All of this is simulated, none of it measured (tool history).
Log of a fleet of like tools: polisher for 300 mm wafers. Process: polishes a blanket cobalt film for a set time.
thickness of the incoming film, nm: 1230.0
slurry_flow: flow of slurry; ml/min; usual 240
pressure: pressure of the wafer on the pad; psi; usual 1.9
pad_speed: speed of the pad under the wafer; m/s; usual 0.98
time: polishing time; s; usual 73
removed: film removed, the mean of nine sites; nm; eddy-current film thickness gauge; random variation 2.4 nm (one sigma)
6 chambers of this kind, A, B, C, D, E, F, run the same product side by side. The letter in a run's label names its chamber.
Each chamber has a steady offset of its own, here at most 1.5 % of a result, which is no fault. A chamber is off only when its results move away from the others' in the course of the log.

run,hour,slurry_flow,pressure,pad_speed,time,removed
# hour 5.1: chamber E: worn pad replaced by a new one
# hour 12.6: chamber D: head pressure recalibrated
1D,14.3,240,1.9,0.98,73,362.44
# hour 15.4: chamber C: head pressure recalibrated
2C,24.4,240,1.9,0.98,73,364.38
# hour 33.5: chamber D: slurry nozzle cleaned
# hour 35.6: chamber B: worn pad replaced by a new one
3F,40.2,240,1.9,0.98,73,368.98
4E,47.6,240,1.9,0.98,73,366.38
# hour 51.2: chamber F: worn pad replaced by a new one
5B,60.5,240,1.9,0.98,73,360.05
# hour 63: chamber C: worn pad replaced by a new one
6A,74.7,240,1.9,0.98,73,367.26
# hour 78: chamber D: worn pad replaced by a new one
# hour 83.8: chamber A: worn pad replaced by a new one
7E,84.1,190,2.6,0.98,73,486.16
8D,94.8,190,2.6,0.98,73,492.67
9A,103.1,190,2.6,0.98,73,485.72
# hour 115.8: chamber E: worn pad replaced by a new one
# hour 117.9: chamber B: slurry nozzle cleaned
10B,118.7,190,2.6,0.98,73,481.87
# hour 125.5: chamber B: head pressure recalibrated
11F,131.3,190,2.6,0.98,73,482.26
# hour 136.5: chamber B: worn pad replaced by a new one
12C,139.1,190,2.6,0.98,73,479.81
# hour 148.2: chamber F: worn pad replaced by a new one
13E,148.7,240,1.9,0.98,73,362.87
# hour 151: chamber C: worn pad replaced by a new one
14C,157.4,180,1.9,0.98,73,350.25
15D,168.5,180,1.9,0.98,73,354.27
# hour 177.7: chamber A: worn pad replaced by a new one
# hour 182.6: chamber D: worn pad replaced by a new one
16B,184.2,180,1.9,0.98,73,345.87
17F,193,180,1.9,0.98,73,352.74
18A,206.6,180,1.9,0.98,73,352.51
19D,214.5,180,1.9,0.98,73,352.91
# hour 223.5: chamber E: worn pad replaced by a new one
20A,226,240,1.9,0.98,51,255.49
# hour 238: chamber F: worn pad replaced by a new one
21C,239.2,240,1.9,0.98,51,255.2
# hour 242: chamber B: worn pad replaced by a new one
# hour 247.4: chamber C: worn pad replaced by a new one
22B,254.1,240,1.9,0.98,51,250.33
23F,261.5,240,1.9,0.98,51,256.26
# hour 264.5: chamber F: head pressure recalibrated
24E,271,240,1.9,0.98,51,246.14
# hour 274.3: chamber C: slurry nozzle cleaned
# hour 274.7: chamber A: worn pad replaced by a new one
25B,284.3,240,1.9,0.98,51,252.15
# hour 286.8: chamber D: worn pad replaced by a new one
26E,291.9,240,1.9,0.98,73,346.71
27C,300.2,240,1.9,0.98,73,360.52
# hour 309.1: chamber A: slurry nozzle cleaned
# hour 312.9: chamber A: head pressure recalibrated
28F,313.6,240,1.9,0.98,73,363.86
29D,324.6,240,1.9,0.98,73,367.51
# hour 329.6: chamber B: slurry nozzle cleaned
# hour 333.3: chamber E: worn pad replaced by a new one
# hour 333.3: chamber B: worn pad replaced by a new one
30A,333.4,240,1.9,0.98,73,369.34
# hour 337.6: chamber F: worn pad replaced by a new one
31E,342.9,240,1.9,0.98,73,341.17
# hour 352.2: chamber C: worn pad replaced by a new one
32F,354.1,240,1.9,0.98,73,360.75
33B,365.9,240,1.9,0.98,73,359.58
34C,378.3,240,1.9,0.98,73,359.49
# hour 378.4: chamber A: worn pad replaced by a new one
# hour 387.7: chamber D: worn pad replaced by a new one
35D,393.7,240,1.9,0.98,73,368.06
36A,402.4,240,1.9,0.98,73,366.06
37A,415.4,240,1.9,0.98,73,371.03
# hour 425.7: chamber B: worn pad replaced by a new one
# hour 427.6: chamber E: worn pad replaced by a new one
38B,429.1,240,1.9,0.98,73,359.46
# hour 429.9: chamber F: worn pad replaced by a new one
# hour 439.5: chamber C: worn pad replaced by a new one
39C,444.5,240,1.9,0.98,73,366.1
40F,451.4,240,1.9,0.98,73,364.34
41D,461.6,240,1.9,0.98,73,370.34
42E,469.6,240,1.9,0.98,73,337.11
# hour 479.7: chamber E: slurry nozzle cleaned
43E,480,240,1.9,0.98,73,333.49
44B,493.6,240,1.9,0.98,73,358.97

Next, every chamber runs the same settings. What will each give?
45A,504.9,240,1.9,0.98,73,?
45B,504.9,240,1.9,0.98,73,?
45C,504.9,240,1.9,0.98,73,?
45D,504.9,240,1.9,0.98,73,?
45E,504.9,240,1.9,0.98,73,?
45F,504.9,240,1.9,0.98,73,?

run,removed
45A,366.02
45B,356.32
45C,360.36
45D,369.15
45E,330.31
45F,363.98
